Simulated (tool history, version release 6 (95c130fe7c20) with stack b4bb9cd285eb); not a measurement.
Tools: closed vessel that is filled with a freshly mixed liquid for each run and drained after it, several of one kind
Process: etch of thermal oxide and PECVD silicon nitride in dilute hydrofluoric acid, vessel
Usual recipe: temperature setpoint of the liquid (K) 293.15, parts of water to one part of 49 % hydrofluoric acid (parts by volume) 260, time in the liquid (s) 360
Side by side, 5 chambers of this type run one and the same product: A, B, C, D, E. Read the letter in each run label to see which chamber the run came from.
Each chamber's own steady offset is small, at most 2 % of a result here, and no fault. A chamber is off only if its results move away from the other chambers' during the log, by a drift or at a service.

run	day	temperature setpoint of the liquid (K)	parts of water to one part of 49 % hydrofluoric acid (parts by volume)	time in the liquid (s)	hours since the thermometer was replaced	hours since the hydrofluoric acid flow meter was replaced	read-back film thickness of the thermal oxide reference wafer, read on the same gauge (nm)	read-back film thickness of the PECVD silicon nitride reference wafer, read on the same gauge (nm)	thickness taken off the thermal oxide on a monitor wafer (angstrom)	thickness taken off the PECVD silicon nitride on a monitor wafer (angstrom)
1E	0.325	293.15	260	360	366.5	1595.2	130.00	150.00	47.835	18.665
2A	0.592	293.15	260	360	293.3	1089.1	129.97	149.99	49.442	18.544
3C	0.775	293.15	260	360	380.0	1033.2	129.99	150.01	48.183	18.696
4D	0.950	293.15	260	360	1019.8	1331.8	129.98	150.02	50.019	18.527
5B	1.196	297.65	335	360	1160.8	2387.9	130.00	150.00	41.771	19.124
6D	1.367	297.65	335	360	1029.8	1341.8	130.03	149.98	42.423	19.256
7E	1.542	297.65	335	360	395.7	1624.4	129.97	150.03	41.613	19.364
8A	1.700	297.65	335	360	319.9	1115.7	130.00	150.04	41.587	19.398
9B	2.017	297.65	335	360	1180.5	2407.6	130.01	150.00	40.775	18.687
10C	2.175	293.15	260	360	413.6	1066.8	130.01	149.97	48.442	18.642
11A	2.392	293.15	260	360	336.5	1132.3	130.02	150.00	49.295	18.515
# day 2.600: chamber D: hydrofluoric acid flow meter replaced
12B	2.729	293.15	160	360	1197.6	2424.7	129.98	150.03	88.054	29.617
13E	3.029	293.15	160	360	431.4	1660.1	129.99	150.01	86.860	29.586
14C	3.346	293.15	160	360	441.7	1094.9	130.03	150.04	86.416	29.534
15D	3.512	293.15	160	360	1081.3	21.9	130.01	150.00	88.749	29.163
16C	3.862	293.15	160	360	454.1	1107.3	130.02	149.99	85.466	29.676
17E	4.050	293.15	260	360	455.9	1684.6	130.02	150.00	48.076	18.332
18B	4.329	293.15	260	360	1236.0	2463.1	130.01	149.98	48.538	18.742
19A	4.571	293.15	260	360	388.8	1184.6	129.99	150.02	48.806	18.168
20D	4.825	293.15	260	360	1112.8	53.4	130.01	149.99	49.592	18.883
21A	5.162	293.15	260	360	403.0	1198.8	129.97	150.00	49.211	18.295
22D	5.375	293.15	260	360	1126.0	66.6	130.01	149.98	50.243	18.589
23E	5.629	293.15	260	360	493.8	1722.5	130.00	150.00	49.042	18.358
24B	5.821	293.15	260	360	1271.8	2498.9	130.02	150.03	49.395	18.419
25C	6.125	293.15	260	360	508.4	1161.6	129.98	150.02	46.402	17.778
26E	6.425	293.15	260	360	512.9	1741.6	130.00	150.03	48.861	18.592
27C	6.746	293.15	260	360	523.3	1176.5	129.99	149.98	44.886	17.795
28B	6.904	293.15	260	360	1297.8	2524.9	130.00	149.94	48.067	18.141
29A	7.133	293.15	345	360	450.3	1246.1	129.98	149.99	34.491	13.912
30D	7.400	293.15	345	360	1174.6	115.2	130.01	149.99	34.476	14.378
31A	7.712	293.15	345	360	464.2	1260.0	130.00	150.04	34.542	14.116
32B	7.929	293.15	345	360	1322.4	2549.5	130.00	150.05	33.539	14.206
33C	8.133	293.15	345	360	556.6	1209.8	129.99	150.01	31.168	13.494
34D	8.458	293.15	260	360	1200.0	140.6	129.97	150.00	49.246	18.189
35E	8.758	293.15	260	360	568.9	1797.6	130.00	149.99	48.485	18.760
36E	8.925	291.65	375	360	572.9	1801.6	130.00	149.95	28.937	11.588
37D	9.154	291.65	375	360	1216.7	157.3	130.01	150.00	29.938	11.791

One chamber off, gauge drift, or nothing amiss beyond the chambers' own small offsets? If it is a chamber, which one, and what is the likeliest cause?

Chamber C drifts away from the others.
Likeliest cause: hydrofluoric acid flow below the setpoint (%) = 7.28.

Which of the 4 candidates below, each the usual settings with something changed and its results left as question marks, puts chamber C back in line with what the other chambers give on the usual settings?
In line here means within this much of the mean the other chambers give on the usual settings: thickness taken off the thermal oxide on a monitor wafer (angstrom) 1.600; thickness taken off the PECVD silicon nitride on a monitor wafer (angstrom) 0.830
38C-1	9.408	293.15	270	355					?	?
38C-2	9.408	292.65	240	370					?	?
38C-3	9.408	293.15	255	365					?	?
38C-4	9.408	293.65	280	350					?	?

Usual-settings mean across the other chambers: thickness taken off the thermal oxide on a monitor wafer (angstrom) 49.006; thickness taken off the PECVD silicon nitride on a monitor wafer (angstrom) 18.513
run	thickness taken off the thermal oxide on a monitor wafer (angstrom)	thickness taken off the PECVD silicon nitride on a monitor wafer (angstrom)
38C-1	41.537	16.450
38C-2	49.247	18.616
38C-3	45.885	17.875
38C-4	39.814	16.152
38C-2 brings the chamber back in line.
